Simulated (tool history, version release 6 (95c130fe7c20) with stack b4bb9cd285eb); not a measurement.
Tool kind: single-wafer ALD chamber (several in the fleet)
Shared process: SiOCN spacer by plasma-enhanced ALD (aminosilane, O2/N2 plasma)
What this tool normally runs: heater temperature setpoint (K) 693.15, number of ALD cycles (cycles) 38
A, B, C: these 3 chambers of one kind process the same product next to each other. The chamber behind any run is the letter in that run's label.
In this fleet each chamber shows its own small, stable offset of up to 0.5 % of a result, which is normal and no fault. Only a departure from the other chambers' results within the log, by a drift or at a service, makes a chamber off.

run   hour  heater temperature setpoint (K)  number of ALD cycles (cycles)  hours since the last thermocouple change  read-back reference wafer on the same gauge, thickness_nm  mean film thickness on the monitor wafer (angstrom)
 1B    3.1                           693.15                             38                                    1044.8                                                     2.3687                                                21.51
 2A    6.7                           693.15                             38                                    1769.5                                                     2.3698                                               21.524
       8.9  -- chamber B: thermocouple changed; heater temperature recalibrated
 3C   11.9                           693.15                             38                                       313                                                     2.3695                                               21.542
 4C   15.3                           693.15                             38                                     316.4                                                     2.3692                                               21.505
 5B   19.3                           693.15                             38                                      10.4                                                     2.3687                                               21.517
 6A   25.8                           693.15                             38                                    1788.6                                                     2.3679                                               21.512
 7A   29.7                           693.15                             38                                    1792.5                                                      2.368                                               21.505
 8C   33.7                           693.15                             38                                     334.8                                                     2.3667                                               21.533
 9B     40                           693.15                             38                                      31.1                                                     2.3667                                                21.52
10A   46.8                           693.15                             38                                    1809.6                                                     2.3663                                               21.605
11B   52.1                           693.15                             38                                      43.2                                                      2.366                                               21.554
12C   57.2                           693.15                             38                                     358.3                                                     2.3649                                               21.528
13B     61                           693.15                             38                                      52.1                                                      2.365                                               21.539
14A   67.8                           693.15                             38                                    1830.6                                                      2.365                                               21.529
15C   71.3                           693.15                             38                                     372.4                                                     2.3642                                               21.516
16C   75.8                           693.15                             38                                     376.9                                                     2.3645                                               21.496
17A   79.4                           693.15                             38                                    1842.2                                                     2.3642                                               21.507
18B     84                           693.15                             38                                      75.1                                                      2.363                                                21.46
19B   87.3                           693.15                             38                                      78.4                                                     2.3616                                               21.447
20A   92.7                           693.15                             43                                    1855.5                                                      2.363                                               24.267
21C   96.3                           693.15                             43                                     397.4                                                     2.3622                                               24.251
22C    100                           693.15                             43                                     401.1                                                     2.3617                                               24.294
23B  106.2                           693.15                             38                                      97.3                                                     2.3604                                               21.468
24A  109.4                           693.15                             38                                    1872.2                                                     2.3611                                               21.484
25A  114.5                           693.15                             38                                    1877.3                                                     2.3606                                               21.511
26C  120.2                           698.15                             38                                     421.3                                                     2.3608                                               21.051
27B  124.9                           698.15                             38                                       116                                                     2.3606                                                 21.1
28B  129.3                           698.15                             38                                     120.4                                                     2.3602                                               21.102
29A  135.9                           681.15                             35                                    1898.7                                                     2.3588                                                20.54
30C  142.3                           681.15                             35                                     443.4                                                     2.3581                                               20.466
31C    149                           681.15                             35                                     450.1                                                     2.3584                                               20.478
32B  152.5                           693.15                             38                                     143.6                                                     2.3577                                               21.443
33A  157.4                           693.15                             38                                    1920.2                                                     2.3572                                               21.414
34A  163.7                           693.15                             38                                    1926.5                                                     2.3558                                                21.44
35C  168.2                           693.15                             38                                     469.3                                                     2.3575                                               21.379
36B  171.6                           683.15                             44                                     162.7                                                     2.3544                                               25.623
37B  174.6                           683.15                             44                                     165.7                                                     2.3552                                               25.618

Has any chamber moved away from the others, gradually or after a service, or does the common gauge drift, or do the chambers differ only by their own small steady offsets? State the chamber and the most likely cause if one applies.

None of the chambers is off. What moves is the gauge, dragging all their readings along together.
What lies behind it: gauge reads low (%) = 0.627.
